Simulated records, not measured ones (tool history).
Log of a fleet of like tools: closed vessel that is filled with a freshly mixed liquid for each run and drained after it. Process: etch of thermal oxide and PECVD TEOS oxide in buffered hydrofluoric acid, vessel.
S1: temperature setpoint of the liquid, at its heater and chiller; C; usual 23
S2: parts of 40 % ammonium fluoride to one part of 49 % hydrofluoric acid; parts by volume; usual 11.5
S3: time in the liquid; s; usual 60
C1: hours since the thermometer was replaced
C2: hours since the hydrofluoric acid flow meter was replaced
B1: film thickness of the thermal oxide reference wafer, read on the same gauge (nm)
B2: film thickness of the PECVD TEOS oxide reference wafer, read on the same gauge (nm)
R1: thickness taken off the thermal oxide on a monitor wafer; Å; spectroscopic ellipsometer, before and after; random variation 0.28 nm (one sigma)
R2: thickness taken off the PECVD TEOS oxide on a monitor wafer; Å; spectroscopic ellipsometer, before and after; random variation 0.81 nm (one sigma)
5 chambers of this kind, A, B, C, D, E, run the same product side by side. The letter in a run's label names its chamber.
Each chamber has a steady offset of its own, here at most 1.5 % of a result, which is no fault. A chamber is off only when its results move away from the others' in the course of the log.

| run | hour | S1 | S2 | S3 | C1 | C2 | B1 | B2 | R1 | R2 |
|---|---|---|---|---|---|---|---|---|---|---|
| 1C | 9.7 | 23 | 11.5 | 60 | 153.2 | 223.5 | 79.994 | 80.002 | 561.26 | 1904.3 |
| 2D | 19.2 | 23 | 11.5 | 60 | 248.1 | 2026.4 | 80.003 | 79.987 | 559.83 | 1892.7 |
| 3A | 29.6 | 23 | 11.5 | 60 | 886.1 | 1771.2 | 80.005 | 80.058 | 555.76 | 1896.1 |
| 4B | 41.1 | 23 | 11.5 | 60 | 1248 | 451.1 | 80.019 | 80.027 | 556.51 | 1906.7 |
| 5E | 54.3 | 23 | 11.5 | 60 | 756.6 | 1141.8 | 79.988 | 80.004 | 548.87 | 1917.9 |
| 6D | 61.1 | 23 | 11.5 | 60 | 290 | 2068.3 | 80.052 | 80.033 | 561.02 | 1887.5 |
| 7B | 74.3 | 23 | 11.5 | 60 | 1281.2 | 484.3 | 79.958 | 80.033 | 553.29 | 1898.9 |
| 8C | 86.9 | 23 | 11.5 | 60 | 230.4 | 300.7 | 80.007 | 79.988 | 556.04 | 1898.4 |
| 9A | 96.8 | 23 | 11.5 | 60 | 953.3 | 1838.4 | 80.018 | 80.042 | 557.38 | 1906.1 |
| 10E | 109.3 | 23 | 11.5 | 60 | 811.6 | 1196.8 | 80.01 | 80.047 | 547.6 | 1906.4 |
| 11D | 116.2 | 23 | 11.5 | 60 | 345.1 | 2123.4 | 79.995 | 79.95 | 561.3 | 1881.4 |
| 12E | 129.7 | 23 | 11.5 | 60 | 832 | 1217.2 | 80.002 | 79.96 | 547.88 | 1902.4 |
| 13C | 140.5 | 19 | 9 | 60 | 284 | 354.3 | 79.993 | 79.94 | 543.22 | 1847.5 |
| 14B | 151.9 | 19 | 9 | 60 | 1358.8 | 561.9 | 79.997 | 80.013 | 545.73 | 1846.9 |
|  | 159.5 | chamber D: hydrofluoric acid flow meter replaced |
| 15A | 164.7 | 19 | 9 | 60 | 1021.2 | 1906.3 | 80.029 | 80.001 | 550.03 | 1845.9 |
| 16A | 174.1 | 19 | 9 | 60 | 1030.6 | 1915.7 | 79.98 | 80.029 | 548.9 | 1865.5 |
| 17E | 183 | 19 | 9 | 60 | 885.3 | 1270.5 | 80.023 | 79.985 | 539.19 | 1875.5 |
| 18C | 193.7 | 23 | 11.5 | 60 | 337.2 | 407.5 | 80.009 | 80.012 | 555.79 | 1902.9 |
|  | 205.5 | chamber A: hydrofluoric acid flow meter replaced |
| 19B | 208 | 23 | 11.5 | 60 | 1414.9 | 618 | 79.98 | 79.977 | 554.22 | 1891.8 |
| 20D | 214.3 | 23 | 11.5 | 60 | 443.2 | 54.9 | 79.977 | 79.969 | 556.01 | 1892.3 |
| 21C | 222.9 | 23 | 11.5 | 60 | 366.4 | 436.7 | 80.042 | 79.99 | 555.09 | 1892.4 |
|  | 226.7 | chamber E: hydrofluoric acid flow meter replaced |
| 22B | 233.8 | 23 | 11.5 | 60 | 1440.7 | 643.8 | 80.012 | 80.004 | 558.11 | 1897.4 |
| 23D | 242.9 | 23 | 11.5 | 60 | 471.8 | 83.5 | 79.991 | 79.997 | 564.88 | 1881.5 |
| 24A | 257.4 | 23 | 11.5 | 40 | 1113.9 | 51.9 | 80.002 | 80.01 | 369.12 | 1255.1 |
| 25E | 270.4 | 23 | 11.5 | 40 | 972.7 | 43.8 | 80.014 | 79.934 | 369.06 | 1274.6 |
|  | 278.5 | chamber B: thermometer replaced |
| 26D | 281.8 | 23 | 11.5 | 40 | 510.7 | 122.4 | 79.948 | 79.962 | 372.1 | 1266.3 |
| 27C | 290.6 | 23 | 11.5 | 40 | 434.1 | 504.4 | 79.979 | 79.998 | 371.26 | 1266.9 |
| 28A | 300.8 | 23 | 11.5 | 40 | 1157.3 | 95.3 | 79.996 | 80.01 | 370.91 | 1251.2 |
| 29B | 311.1 | 23 | 11.5 | 60 | 32.7 | 721.1 | 79.995 | 79.983 | 558.09 | 1893 |
| 30E | 325.3 | 23 | 11.5 | 60 | 1027.6 | 98.7 | 79.971 | 80.022 | 546.51 | 1901 |
| 31E | 339.3 | 23 | 11.5 | 60 | 1041.6 | 112.7 | 80.002 | 79.999 | 551.4 | 1918.2 |
| 32B | 352.7 | 23 | 11.5 | 60 | 74.3 | 762.7 | 80.014 | 80.008 | 562.03 | 1901.1 |
| 33D | 361.9 | 23 | 8 | 45 | 590.8 | 202.5 | 79.969 | 79.989 | 581.56 | 1982.7 |
| 34A | 373.6 | 23 | 8 | 45 | 1230.1 | 168.1 | 80.012 | 80.009 | 581.55 | 1992.3 |
| 35C | 388 | 23 | 8 | 45 | 531.5 | 601.8 | 80.017 | 79.972 | 584.02 | 1975.8 |
| 36C | 402.2 | 23 | 8 | 45 | 545.7 | 616 | 79.979 | 79.98 | 585.22 | 1982.6 |
| 37A | 411.6 | 23 | 8 | 45 | 1268.1 | 206.1 | 80.022 | 80.012 | 589.75 | 1990.9 |
| 38B | 425 | 23 | 11.5 | 60 | 146.6 | 835 | 79.994 | 79.98 | 556.47 | 1881.8 |
| 39D | 432.8 | 23 | 11.5 | 60 | 661.7 | 273.4 | 79.979 | 80.016 | 560.37 | 1895.5 |
| 40E | 441.4 | 23 | 11.5 | 35 | 1143.7 | 214.8 | 79.979 | 79.995 | 320.03 | 1110.1 |
| 41C | 449.3 | 23 | 11.5 | 35 | 592.8 | 663.1 | 79.999 | 80.018 | 328.96 | 1114.8 |

Next, every chamber runs the same settings. What will each give?
| 42A | 459.8 | 23 | 11.5 | 60 |  |  |  |  | ? | ? |
| 42B | 459.8 | 23 | 11.5 | 60 |  |  |  |  | ? | ? |
| 42C | 459.8 | 23 | 11.5 | 60 |  |  |  |  | ? | ? |
| 42D | 459.8 | 23 | 11.5 | 60 |  |  |  |  | ? | ? |
| 42E | 459.8 | 23 | 11.5 | 60 |  |  |  |  | ? | ? |

| run | R1 | R2 |
|---|---|---|
| 42A | 553.96 | 1875.1 |
| 42B | 561.43 | 1893.4 |
| 42C | 554.55 | 1903.5 |
| 42D | 558.91 | 1900.1 |
| 42E | 554.19 | 1906.1 |
